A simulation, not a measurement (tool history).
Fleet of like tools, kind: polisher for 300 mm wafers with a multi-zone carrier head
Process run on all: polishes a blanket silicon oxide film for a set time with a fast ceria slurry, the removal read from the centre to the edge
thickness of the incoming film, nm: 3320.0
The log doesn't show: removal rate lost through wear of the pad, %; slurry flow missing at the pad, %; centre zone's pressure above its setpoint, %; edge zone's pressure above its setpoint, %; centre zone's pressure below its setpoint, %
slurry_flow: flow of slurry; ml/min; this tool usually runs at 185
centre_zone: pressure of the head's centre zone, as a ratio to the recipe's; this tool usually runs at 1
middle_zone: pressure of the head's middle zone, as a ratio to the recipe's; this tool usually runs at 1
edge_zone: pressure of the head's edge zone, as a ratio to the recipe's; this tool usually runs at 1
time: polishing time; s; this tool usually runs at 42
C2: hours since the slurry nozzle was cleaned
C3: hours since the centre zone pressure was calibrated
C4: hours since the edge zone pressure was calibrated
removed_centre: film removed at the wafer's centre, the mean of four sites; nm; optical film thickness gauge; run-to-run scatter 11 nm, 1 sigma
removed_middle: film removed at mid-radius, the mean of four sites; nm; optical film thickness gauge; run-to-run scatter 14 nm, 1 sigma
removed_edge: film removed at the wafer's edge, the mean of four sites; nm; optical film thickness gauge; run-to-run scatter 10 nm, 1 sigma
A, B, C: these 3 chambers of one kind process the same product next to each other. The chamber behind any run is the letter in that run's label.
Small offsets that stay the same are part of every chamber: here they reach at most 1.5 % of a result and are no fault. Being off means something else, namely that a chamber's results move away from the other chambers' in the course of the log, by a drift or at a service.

{"hour": 3.7, "done": "chamber B: worn pad replaced by a new one"}
{"run": "1C", "hour": 14.2, "slurry_flow": 185, "centre_zone": 1, "middle_zone": 1, "edge_zone": 1, "time": 42, "wafers polished on this pad": 1075, "C2": 709, "C3": 694, "C4": 145, "removed_centre": 1033.5, "removed_middle": 1032.3, "removed_edge": 1002.7}
{"hour": 20.7, "done": "chamber C: worn pad replaced by a new one"}
{"run": "2B", "hour": 28.9, "slurry_flow": 185, "centre_zone": 1, "middle_zone": 1, "edge_zone": 1, "time": 42, "wafers polished on this pad": 361, "C2": 329.4, "C3": 386.7, "C4": 264.6, "removed_centre": 1005.3, "removed_middle": 1008.1, "removed_edge": 1011.6}
{"hour": 29.6, "done": "chamber A: worn pad replaced by a new one"}
{"hour": 39.8, "done": "chamber C: slurry nozzle cleaned"}
{"run": "3A", "hour": 40.2, "slurry_flow": 185, "centre_zone": 1, "middle_zone": 1, "edge_zone": 1, "time": 42, "wafers polished on this pad": 153, "C2": 509.2, "C3": 399.4, "C4": 817.7, "removed_centre": 1014.9, "removed_middle": 1022.6, "removed_edge": 982.82}
{"run": "4A", "hour": 47.3, "slurry_flow": 185, "centre_zone": 1, "middle_zone": 1, "edge_zone": 1, "time": 42, "wafers polished on this pad": 255, "C2": 516.3, "C3": 406.5, "C4": 824.8, "removed_centre": 1010.5, "removed_middle": 1034.5, "removed_edge": 996.24}
{"hour": 55.1, "done": "chamber A: centre zone pressure recalibrated"}
{"run": "5B", "hour": 58.5, "slurry_flow": 185, "centre_zone": 1, "middle_zone": 1, "edge_zone": 1, "time": 42, "wafers polished on this pad": 786, "C2": 359, "C3": 416.3, "C4": 294.2, "removed_centre": 1001, "removed_middle": 1019.4, "removed_edge": 1004.4}
{"run": "6C", "hour": 66.2, "slurry_flow": 185, "centre_zone": 1, "middle_zone": 1, "edge_zone": 1, "time": 42, "wafers polished on this pad": 653, "C2": 26.4, "C3": 746, "C4": 197, "removed_centre": 1021.9, "removed_middle": 994.85, "removed_edge": 998.42}
{"hour": 77.0, "done": "chamber B: slurry nozzle cleaned"}
{"run": "7A", "hour": 77.5, "slurry_flow": 185, "centre_zone": 1, "middle_zone": 1, "edge_zone": 1, "time": 42, "wafers polished on this pad": 688, "C2": 546.5, "C3": 22.4, "C4": 855, "removed_centre": 1021.6, "removed_middle": 999.02, "removed_edge": 1007.1}
{"hour": 80.8, "done": "chamber B: worn pad replaced by a new one"}
{"hour": 86.5, "done": "chamber C: centre zone pressure recalibrated"}
{"run": "8C", "hour": 88.8, "slurry_flow": 185, "centre_zone": 1, "middle_zone": 0.94, "edge_zone": 1, "time": 47, "wafers polished on this pad": 977, "C2": 49, "C3": 2.3, "C4": 219.6, "removed_centre": 1150.5, "removed_middle": 1040.4, "removed_edge": 1132.6}
{"run": "9B", "hour": 100.3, "slurry_flow": 185, "centre_zone": 1, "middle_zone": 0.94, "edge_zone": 1, "time": 47, "wafers polished on this pad": 279, "C2": 23.3, "C3": 458.1, "C4": 336, "removed_centre": 1134.3, "removed_middle": 1086.5, "removed_edge": 1139.9}
{"run": "10C", "hour": 107.2, "slurry_flow": 185, "centre_zone": 1, "middle_zone": 0.94, "edge_zone": 1, "time": 47, "wafers polished on this pad": 1242, "C2": 67.4, "C3": 20.7, "C4": 238, "removed_centre": 1145.5, "removed_middle": 1067.9, "removed_edge": 1147.3}
{"hour": 109.5, "done": "chamber C: worn pad replaced by a new one"}
{"hour": 113.0, "done": "chamber A: worn pad replaced by a new one"}
{"run": "11B", "hour": 118.5, "slurry_flow": 185, "centre_zone": 1, "middle_zone": 1, "edge_zone": 1, "time": 42, "wafers polished on this pad": 541, "C2": 41.5, "C3": 476.3, "C4": 354.2, "removed_centre": 1015.5, "removed_middle": 1014.8, "removed_edge": 1007.9}
{"run": "12A", "hour": 126.0, "slurry_flow": 185, "centre_zone": 1, "middle_zone": 1, "edge_zone": 1, "time": 42, "wafers polished on this pad": 187, "C2": 595, "C3": 70.9, "C4": 903.5, "removed_centre": 1024.4, "removed_middle": 1026.4, "removed_edge": 1018.1}
{"run": "13B", "hour": 133.5, "slurry_flow": 185, "centre_zone": 1, "middle_zone": 1, "edge_zone": 1, "time": 42, "wafers polished on this pad": 756, "C2": 56.5, "C3": 491.3, "C4": 369.2, "removed_centre": 1011.1, "removed_middle": 996.17, "removed_edge": 1002.2}
{"run": "14A", "hour": 148.2, "slurry_flow": 185, "centre_zone": 1, "middle_zone": 1, "edge_zone": 1, "time": 42, "wafers polished on this pad": 506, "C2": 617.2, "C3": 93.1, "C4": 925.7, "removed_centre": 1036, "removed_middle": 1000.9, "removed_edge": 1021.1}
{"hour": 155.4, "done": "chamber B: worn pad replaced by a new one"}
{"run": "15C", "hour": 156.6, "slurry_flow": 185, "centre_zone": 1, "middle_zone": 1, "edge_zone": 1, "time": 42, "wafers polished on this pad": 676, "C2": 116.8, "C3": 70.1, "C4": 287.4, "removed_centre": 1025.1, "removed_middle": 1003.9, "removed_edge": 1015.4}
{"run": "16A", "hour": 163.5, "slurry_flow": 185, "centre_zone": 1, "middle_zone": 1, "edge_zone": 1, "time": 42, "wafers polished on this pad": 725, "C2": 632.5, "C3": 108.4, "C4": 941, "removed_centre": 999.86, "removed_middle": 995.68, "removed_edge": 1006.6}
{"hour": 169.7, "done": "chamber A: edge zone pressure recalibrated"}
{"run": "17C", "hour": 177.6, "slurry_flow": 185, "centre_zone": 1, "middle_zone": 1, "edge_zone": 1, "time": 42, "wafers polished on this pad": 978, "C2": 137.8, "C3": 91.1, "C4": 308.4, "removed_centre": 1031.2, "removed_middle": 1024, "removed_edge": 1023.9}
{"hour": 186.7, "done": "chamber C: worn pad replaced by a new one"}
{"hour": 187.0, "done": "chamber A: worn pad replaced by a new one"}
{"run": "18B", "hour": 193.4, "slurry_flow": 185, "centre_zone": 1, "middle_zone": 1, "edge_zone": 1, "time": 42, "wafers polished on this pad": 546, "C2": 116.4, "C3": 551.2, "C4": 429.1, "removed_centre": 1022.4, "removed_middle": 1009, "removed_edge": 1008.5}
{"run": "19B", "hour": 201.5, "slurry_flow": 185, "centre_zone": 1, "middle_zone": 1, "edge_zone": 1, "time": 42, "wafers polished on this pad": 662, "C2": 124.5, "C3": 559.3, "C4": 437.2, "removed_centre": 1003, "removed_middle": 1008.3, "removed_edge": 1031.8}
{"hour": 202.6, "done": "chamber A: slurry nozzle cleaned"}
{"run": "20A", "hour": 210.9, "slurry_flow": 185, "centre_zone": 1, "middle_zone": 1, "edge_zone": 1, "time": 42, "wafers polished on this pad": 343, "C2": 8.4, "C3": 155.8, "C4": 41.3, "removed_centre": 1005.1, "removed_middle": 1033.7, "removed_edge": 993.92}
{"run": "21C", "hour": 218.9, "slurry_flow": 185, "centre_zone": 1, "middle_zone": 1, "edge_zone": 1, "time": 42, "wafers polished on this pad": 462, "C2": 179.1, "C3": 132.4, "C4": 349.7, "removed_centre": 1022.9, "removed_middle": 1016.8, "removed_edge": 1005.5}
{"run": "22C", "hour": 233.9, "slurry_flow": 185, "centre_zone": 1, "middle_zone": 1, "edge_zone": 1, "time": 42, "wafers polished on this pad": 677, "C2": 194.1, "C3": 147.4, "C4": 364.7, "removed_centre": 1013.1, "removed_middle": 1014.7, "removed_edge": 1012.3}
{"hour": 242.9, "done": "chamber C: edge zone pressure recalibrated"}
{"hour": 245.9, "done": "chamber B: worn pad replaced by a new one"}
{"run": "23B", "hour": 246.7, "slurry_flow": 185, "centre_zone": 1, "middle_zone": 1, "edge_zone": 1, "time": 42, "wafers polished on this pad": 11, "C2": 169.7, "C3": 604.5, "C4": 482.4, "removed_centre": 979.73, "removed_middle": 1038.4, "removed_edge": 1019.9}
{"run": "24A", "hour": 261.9, "slurry_flow": 185, "centre_zone": 1, "middle_zone": 1, "edge_zone": 1, "time": 42, "wafers polished on this pad": 1075, "C2": 59.4, "C3": 206.8, "C4": 92.3, "removed_centre": 1040.1, "removed_middle": 1009.4, "removed_edge": 1012.1}
{"hour": 269.4, "done": "chamber C: worn pad replaced by a new one"}
{"hour": 273.0, "done": "chamber A: worn pad replaced by a new one"}
{"run": "25C", "hour": 273.7, "slurry_flow": 185, "centre_zone": 1, "middle_zone": 1, "edge_zone": 1, "time": 27, "wafers polished on this pad": 62, "C2": 233.9, "C3": 187.2, "C4": 30.9, "removed_centre": 658.24, "removed_middle": 655.05, "removed_edge": 657.62}
{"run": "26A", "hour": 285.0, "slurry_flow": 185, "centre_zone": 1, "middle_zone": 1, "edge_zone": 1, "time": 27, "wafers polished on this pad": 173, "C2": 82.5, "C3": 229.9, "C4": 115.4, "removed_centre": 650.49, "removed_middle": 661.05, "removed_edge": 654.39}
{"run": "27B", "hour": 292.6, "slurry_flow": 185, "centre_zone": 1, "middle_zone": 1, "edge_zone": 1, "time": 27, "wafers polished on this pad": 670, "C2": 215.6, "C3": 650.4, "C4": 528.3, "removed_centre": 618.33, "removed_middle": 644.69, "removed_edge": 654.54}
{"run": "28A", "hour": 304.4, "slurry_flow": 185, "centre_zone": 1, "middle_zone": 1, "edge_zone": 1, "time": 42, "wafers polished on this pad": 451, "C2": 101.9, "C3": 249.3, "C4": 134.8, "removed_centre": 1001.1, "removed_middle": 1024.5, "removed_edge": 1018.2}
{"run": "29C", "hour": 315.0, "slurry_flow": 185, "centre_zone": 1, "middle_zone": 0.92, "edge_zone": 1, "time": 55, "wafers polished on this pad": 654, "C2": 275.2, "C3": 228.5, "C4": 72.2, "removed_centre": 1342.2, "removed_middle": 1210.3, "removed_edge": 1332}
{"run": "30B", "hour": 330.2, "slurry_flow": 185, "centre_zone": 1, "middle_zone": 0.92, "edge_zone": 1, "time": 55, "wafers polished on this pad": 1210, "C2": 253.2, "C3": 688, "C4": 565.9, "removed_centre": 1230.8, "removed_middle": 1226.7, "removed_edge": 1327.5}
{"hour": 330.8, "done": "chamber B: worn pad replaced by a new one"}
{"run": "31A", "hour": 337.2, "slurry_flow": 185, "centre_zone": 1, "middle_zone": 0.92, "edge_zone": 1, "time": 55, "wafers polished on this pad": 922, "C2": 134.7, "C3": 282.1, "C4": 167.6, "removed_centre": 1328, "removed_middle": 1251, "removed_edge": 1304.6}
{"run": "32C", "hour": 349.5, "slurry_flow": 185, "centre_zone": 1, "middle_zone": 1, "edge_zone": 1, "time": 42, "wafers polished on this pad": 1150, "C2": 309.7, "C3": 263, "C4": 106.7, "removed_centre": 1018.6, "removed_middle": 994.91, "removed_edge": 1018.3}
{"hour": 352.1, "done": "chamber C: worn pad replaced by a new one"}
{"hour": 359.4, "done": "chamber A: worn pad replaced by a new one"}
{"run": "33B", "hour": 362.8, "slurry_flow": 185, "centre_zone": 1, "middle_zone": 1, "edge_zone": 1, "time": 42, "wafers polished on this pad": 460, "C2": 285.8, "C3": 720.6, "C4": 598.5, "removed_centre": 933.87, "removed_middle": 990.59, "removed_edge": 1017.5}
{"run": "34A", "hour": 374.9, "slurry_flow": 185, "centre_zone": 1.06, "middle_zone": 1, "edge_zone": 1, "time": 42, "wafers polished on this pad": 222, "C2": 172.4, "C3": 319.8, "C4": 205.3, "removed_centre": 1101.1, "removed_middle": 988.5, "removed_edge": 1003.3}
{"run": "35B", "hour": 382.1, "slurry_flow": 185, "centre_zone": 1.06, "middle_zone": 1, "edge_zone": 1, "time": 42, "wafers polished on this pad": 737, "C2": 305.1, "C3": 739.9, "C4": 617.8, "removed_centre": 987.36, "removed_middle": 1011.2, "removed_edge": 1031.4}
{"run": "36C", "hour": 392.7, "slurry_flow": 185, "centre_zone": 1.06, "middle_zone": 1, "edge_zone": 1, "time": 42, "wafers polished on this pad": 583, "C2": 352.9, "C3": 306.2, "C4": 149.9, "removed_centre": 1091.7, "removed_middle": 1009.1, "removed_edge": 1008.2}
{"hour": 407.4, "done": "chamber B: worn pad replaced by a new one"}
{"run": "37B", "hour": 407.6, "slurry_flow": 185, "centre_zone": 1, "middle_zone": 1, "edge_zone": 1, "time": 42, "wafers polished on this pad": 2, "C2": 330.6, "C3": 765.4, "C4": 643.3, "removed_centre": 904.5, "removed_middle": 995.3, "removed_edge": 1009.2}

What goes on in this fleet: one chamber off, a drifting gauge, or nothing beyond the chambers' own small offsets? Name the chamber and the cause, if any.

Chamber B drifts away from the others.
Likeliest cause: centre zone's pressure below its setpoint, % = 10.4.

Here are 4 candidates for chamber B's next run, each the usual settings with a change, their results left as question marks. Which one brings its results back in line with what the others give on the usual settings?
Counts as in line when no further than this from what the other chambers average on the usual settings: removed_centre 39 nm; removed_middle 50 nm; removed_edge 36 nm
{"run": "38B-1", "hour": 418.9, "slurry_flow": 165, "centre_zone": 0.83, "middle_zone": 1.01, "edge_zone": 1.09, "time": 41, "removed_centre": "?", "removed_middle": "?", "removed_edge": "?"}
{"run": "38B-2", "hour": 418.9, "slurry_flow": 215, "centre_zone": 1.17, "middle_zone": 0.95, "edge_zone": 0.86, "time": 45, "removed_centre": "?", "removed_middle": "?", "removed_edge": "?"}
{"run": "38B-3", "hour": 418.9, "slurry_flow": 195, "centre_zone": 1.09, "middle_zone": 0.99, "edge_zone": 0.96, "time": 43, "removed_centre": "?", "removed_middle": "?", "removed_edge": "?"}
{"run": "38B-4", "hour": 418.9, "slurry_flow": 175, "centre_zone": 0.91, "middle_zone": 1.01, "edge_zone": 1.04, "time": 41, "removed_centre": "?", "removed_middle": "?", "removed_edge": "?"}

What the other chambers average on the usual settings: removed_centre 1023.2 nm; removed_middle 1016 nm; removed_edge 1011.4 nm
run=38B-1 removed_centre=698.42 removed_middle=971.59 removed_edge=1029.8
run=38B-2 removed_centre=1173.1 removed_middle=1048.8 removed_edge=1030.1
run=38B-3 removed_centre=1022 removed_middle=1026.6 removed_edge=1029.6
run=38B-4 removed_centre=783.21 removed_middle=981 removed_edge=1011.2
The answer is 38B-3, which returns the chamber to within the allowed miss of the others.
